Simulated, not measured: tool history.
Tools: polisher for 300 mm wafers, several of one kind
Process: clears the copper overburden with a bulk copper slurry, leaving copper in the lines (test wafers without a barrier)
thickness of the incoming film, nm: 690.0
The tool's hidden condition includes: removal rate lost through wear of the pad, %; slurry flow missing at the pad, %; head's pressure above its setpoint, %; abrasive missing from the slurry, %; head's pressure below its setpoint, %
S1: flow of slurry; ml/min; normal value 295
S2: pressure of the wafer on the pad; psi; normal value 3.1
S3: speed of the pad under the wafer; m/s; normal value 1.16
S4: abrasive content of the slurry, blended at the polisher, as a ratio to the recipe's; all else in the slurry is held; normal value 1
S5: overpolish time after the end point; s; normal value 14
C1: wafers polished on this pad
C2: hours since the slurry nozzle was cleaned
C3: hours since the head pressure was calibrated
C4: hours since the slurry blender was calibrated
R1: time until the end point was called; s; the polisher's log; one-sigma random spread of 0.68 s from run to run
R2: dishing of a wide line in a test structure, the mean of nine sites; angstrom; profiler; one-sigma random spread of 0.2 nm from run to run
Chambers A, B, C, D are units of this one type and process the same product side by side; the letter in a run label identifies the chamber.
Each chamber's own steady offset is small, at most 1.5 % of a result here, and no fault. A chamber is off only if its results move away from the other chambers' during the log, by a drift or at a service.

run	hour	S1	S2	S3	S4	S5	C1	C2	C3	C4	R1	R2
1D	3.4	295	3.1	1.16	1	14	170	86.8	751.1	129.6	55.563	170.62
2B	6	295	3.1	1.16	1	14	851	762.2	1176.2	84.9	56.34	163.88
3A	10.8	295	3.1	1.16	1	14	237	596.2	67.3	433.5	54.403	170.8
4C	14	295	3.1	1.16	1	14	655	66.2	173.5	321.4	53.893	169.65
5A	17.1	295	3.1	1.16	1	14	304	602.5	73.6	439.8	55.207	170.08
6D	20.9	295	3.1	1.16	1	14	356	104.3	768.6	147.1	55.772	167.78
7C	23.3	295	3.1	1.16	1	14	753	75.5	182.8	330.7	55.41	168.95
8B	28.1	295	3.1	1.16	1	14	1085	784.3	1198.3	107	57.646	162.76
9D	31.5	295	3.1	1.16	1	14	468	114.9	779.2	157.7	56.27	165.24
# hour 33.1: chamber A: slurry nozzle cleaned
10B	35.5	295	3.1	1.16	1	14	1163	791.7	1205.7	114.4	55.621	164.61
11A	38.2	200	3.1	1.16	1	14	527	5.2	94.7	460.9	57.223	168.58
12C	41.1	200	3.1	1.16	1	14	942	93.3	200.6	348.5	56.051	163.9
# hour 44.9: chamber D: worn pad replaced by a new one
13D	45.1	200	3.1	1.16	1	14	2	128.5	792.8	171.3	57.431	167.81
# hour 45.8: chamber B: worn pad replaced by a new one
14B	48.4	200	3.1	1.16	1	14	28	804.6	1218.6	127.3	58.325	163.61
15C	51.9	295	3.1	1.16	1	14	1056	104.1	211.4	359.3	54.1	166.17
16A	54.4	295	3.1	1.16	1	14	699	21.4	110.9	477.1	55.476	167.3
17D	58.7	295	3.1	1.16	1	14	146	142.1	806.4	184.9	56.67	170.03
18B	62.9	295	3.1	1.16	1	14	181	819.1	1233.1	141.8	56.135	165.93
# hour 64.9: chamber C: worn pad replaced by a new one
19C	65.6	360	3.1	1.38	1	14	8	117.8	225.1	373	44.476	162.02
# hour 67: chamber B: head pressure recalibrated
20A	68.5	360	3.1	1.38	1	14	848	35.5	125	491.2	45.395	167.38
21D	70.7	360	3.1	1.38	1	14	273	154.1	818.4	196.9	45.811	169.37
22A	73.9	360	3.1	1.38	1	14	905	40.9	130.4	496.6	44.972	172.36
23C	76.5	295	3.1	1.16	1	14	123	128.7	236	383.9	53.687	163.4
# hour 79.9: chamber D: head pressure recalibrated
# hour 80.5: chamber A: slurry blender recalibrated
24B	80.7	295	3.1	1.16	1	14	370	836.9	13.8	159.6	54.594	166.73
25B	85.3	295	3.1	1.16	1	14	419	841.5	18.4	164.2	55.359	163.83
# hour 87.8: chamber A: worn pad replaced by a new one
26A	90.3	295	3.1	1.16	1	14	26	57.3	146.8	9.9	53.941	167.33
27C	94.8	295	3.1	1.16	1	14	317	147	254.3	402.2	55.157	161.8
# hour 96.5: chamber D: slurry blender recalibrated
28D	97.7	295	3.1	1.16	1	7	559	181.1	17.8	1.2	62.004	161.93
29A	100.4	295	3.1	1.16	1	7	133	67.4	156.9	20	55.388	165.76
30B	104.2	295	3.1	1.16	1	7	619	860.4	37.3	183.1	55.878	161.2
# hour 107.6: chamber D: worn pad replaced by a new one
31C	108.8	295	3.1	1.16	1	7	465	161	268.3	416.2	54.69	164.53
32D	112.3	295	3.1	1.16	1	14	50	195.7	32.4	15.8	61.71	168.92
33C	116.7	295	3.1	1.16	1	14	549	168.9	276.2	424.1	54.84	165.81
34B	120.6	295	3.1	1.16	1	14	792	876.8	53.7	199.5	56.376	161.95
35D	123.9	295	3.1	1.16	1	14	172	207.3	44	27.4	60.127	167.86
36A	127	295	3.1	1.16	0.7	21	415	94	183.5	46.6	59.48	171.5
37A	129.9	295	3.1	1.16	0.7	21	445	96.9	186.4	49.5	60.87	171.78
38C	132.5	295	3.1	1.16	0.7	21	716	184.7	292	439.9	58.585	168.03
39D	136.3	295	3.1	1.16	0.7	21	304	219.7	56.4	39.8	67.288	170.46
40B	141	295	3.1	1.16	1	14	1008	897.2	74.1	219.9	56.359	162.16
41A	143.6	295	3.1	1.16	1	14	590	110.6	200.1	63.2	54.948	169.52
42D	147.9	295	3.1	1.16	1	14	426	231.3	68	51.4	60.748	166.23

Decide between three cases: one chamber stands off from its peers, the gauge reading all wafers drifts, or nothing is wrong past each chamber's small offset. Where a chamber is off, say which and what most likely put it there.

Chamber D came out of a service off from its peers and stayed that way.
Likeliest cause: head's pressure below its setpoint, % = 10.

Here are 4 candidates for chamber D's next run, each the usual settings with a change, their results left as question marks. Which one brings its results back in line with what the others give on the usual settings?
To be in line, a result may differ from the other chambers' mean on the usual settings by at most: R1 2.4 s; R2 6.9 angstrom
43D-1	151.5	305	2.7	1.5	1.05	12					?	?
43D-2	151.5	280	4.6	0.64	0.95	18					?	?
43D-3	151.5	290	3.7	0.86	0.95	16					?	?
43D-4	151.5	320	2.5	1.72	1.15	9					?	?

On the usual settings, the other chambers give on average: R1 55.134 s; R2 166.14 angstrom
run	R1	R2
43D-1	54.127	165.68
43D-2	76.296	168.99
43D-3	70.564	167.8
43D-4	49.766	164.8
43D-1 puts the chamber back in line with the other chambers.

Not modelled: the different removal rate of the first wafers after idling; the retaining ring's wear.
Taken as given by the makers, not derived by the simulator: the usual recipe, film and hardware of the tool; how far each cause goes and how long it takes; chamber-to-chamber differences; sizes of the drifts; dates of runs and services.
